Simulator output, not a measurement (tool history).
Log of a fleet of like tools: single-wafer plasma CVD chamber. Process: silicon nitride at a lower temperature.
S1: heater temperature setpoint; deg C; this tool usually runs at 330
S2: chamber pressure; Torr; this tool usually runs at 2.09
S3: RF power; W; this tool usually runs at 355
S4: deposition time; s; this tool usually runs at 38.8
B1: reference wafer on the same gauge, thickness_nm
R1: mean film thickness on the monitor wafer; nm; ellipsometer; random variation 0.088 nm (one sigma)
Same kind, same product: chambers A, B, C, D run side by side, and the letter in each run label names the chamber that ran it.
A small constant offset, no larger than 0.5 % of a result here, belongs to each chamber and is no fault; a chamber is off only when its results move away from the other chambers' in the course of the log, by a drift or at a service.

Run 1B, hour 5.8: usual settings; B1 54.203. Result: R1 55.175 nm.
Run 2C, hour 9.7: usual settings; B1 54.218. Result: R1 54.839 nm.
Run 3D, hour 14.8: usual settings; B1 54.216. Result: R1 55.096 nm.
Run 4A, hour 17.9: usual settings; B1 54.249. Result: R1 54.821 nm.
Run 5A, hour 22.2: usual settings; B1 54.256. Result: R1 55.137 nm.
Run 6C, hour 25.8: usual settings but S1 335 deg C; B1 54.246. Result: R1 54.805 nm.
Run 7D, hour 32.3: usual settings but S1 335 deg C; B1 54.289. Result: R1 55.144 nm.
Run 8B, hour 36.7: usual settings but S1 335 deg C; B1 54.286. Result: R1 55.171 nm.
Run 9D, hour 39.6: usual settings but S1 335 deg C; B1 54.275. Result: R1 55.013 nm.
Run 10B, hour 44.4: usual settings; B1 54.271. Result: R1 55.183 nm.
Run 11A, hour 48.2: usual settings but S2 2.52 Torr; B1 54.306. Result: R1 57.680 nm.
Run 12C, hour 53.7: usual settings but S2 2.52 Torr; B1 54.312. Result: R1 57.576 nm.
Run 13C, hour 58.8: usual settings but S2 2.52 Torr; B1 54.305. Result: R1 57.554 nm.
Run 14D, hour 64.1: usual settings but S2 2.52 Torr; B1 54.334. Result: R1 57.655 nm.
Run 15B, hour 67.3: usual settings; B1 54.336. Result: R1 55.332 nm.
Run 16A, hour 73.8: usual settings; B1 54.360. Result: R1 55.139 nm.
Run 17B, hour 77.1: usual settings; B1 54.342. Result: R1 55.301 nm.
Run 18C, hour 82.3: usual settings; B1 54.359. Result: R1 55.009 nm.
Run 19D, hour 87.8: usual settings; B1 54.381. Result: R1 55.335 nm.
Run 20A, hour 92.1: usual settings; B1 54.386. Result: R1 55.099 nm.
Run 21A, hour 96.3: usual settings; B1 54.415. Result: R1 55.103 nm.
Run 22B, hour 100.1: usual settings; B1 54.396. Result: R1 55.281 nm.
Run 23D, hour 105.1: usual settings; B1 54.417. Result: R1 55.087 nm.
Run 24C, hour 109.0: usual settings; B1 54.407. Result: R1 55.078 nm.
Run 25B, hour 115.2: usual settings; B1 54.421. Result: R1 55.490 nm.
Run 26D, hour 119.3: usual settings; B1 54.436. Result: R1 55.160 nm.
Run 27C, hour 125.3: usual settings; B1 54.440. Result: R1 55.254 nm.
Run 28A, hour 130.2: usual settings; B1 54.450. Result: R1 55.281 nm.
Run 29C, hour 133.8: usual settings; B1 54.466. Result: R1 55.120 nm.
Run 30B, hour 139.7: usual settings; B1 54.486. Result: R1 55.413 nm.
Run 31D, hour 145.9: usual settings; B1 54.494. Result: R1 55.290 nm.
Run 32A, hour 150.8: usual settings; B1 54.512. Result: R1 55.273 nm.
Run 33B, hour 155.3: usual settings but S2 1.73 Torr, S3 285 W; B1 54.485. Result: R1 45.718 nm.
Run 34A, hour 159.9: usual settings but S2 1.73 Torr, S3 285 W; B1 54.522. Result: R1 45.262 nm.
Run 35C, hour 163.2: usual settings but S2 1.73 Torr, S3 285 W; B1 54.525. Result: R1 45.499 nm.
Run 36D, hour 169.8: usual settings but S2 1.73 Torr, S3 285 W; B1 54.549. Result: R1 45.764 nm.
Run 37C, hour 172.8: usual settings; B1 54.543. Result: R1 55.170 nm.

Is one chamber off against the others, does the gauge drift, or is nothing wrong? If a chamber is off, say which, and what the likeliest cause is.

No chamber is off; the gauge reading every chamber's wafers drifts, which makes the whole fleet appear to move together.
Likeliest cause: gauge reads high (%) = 0.657.
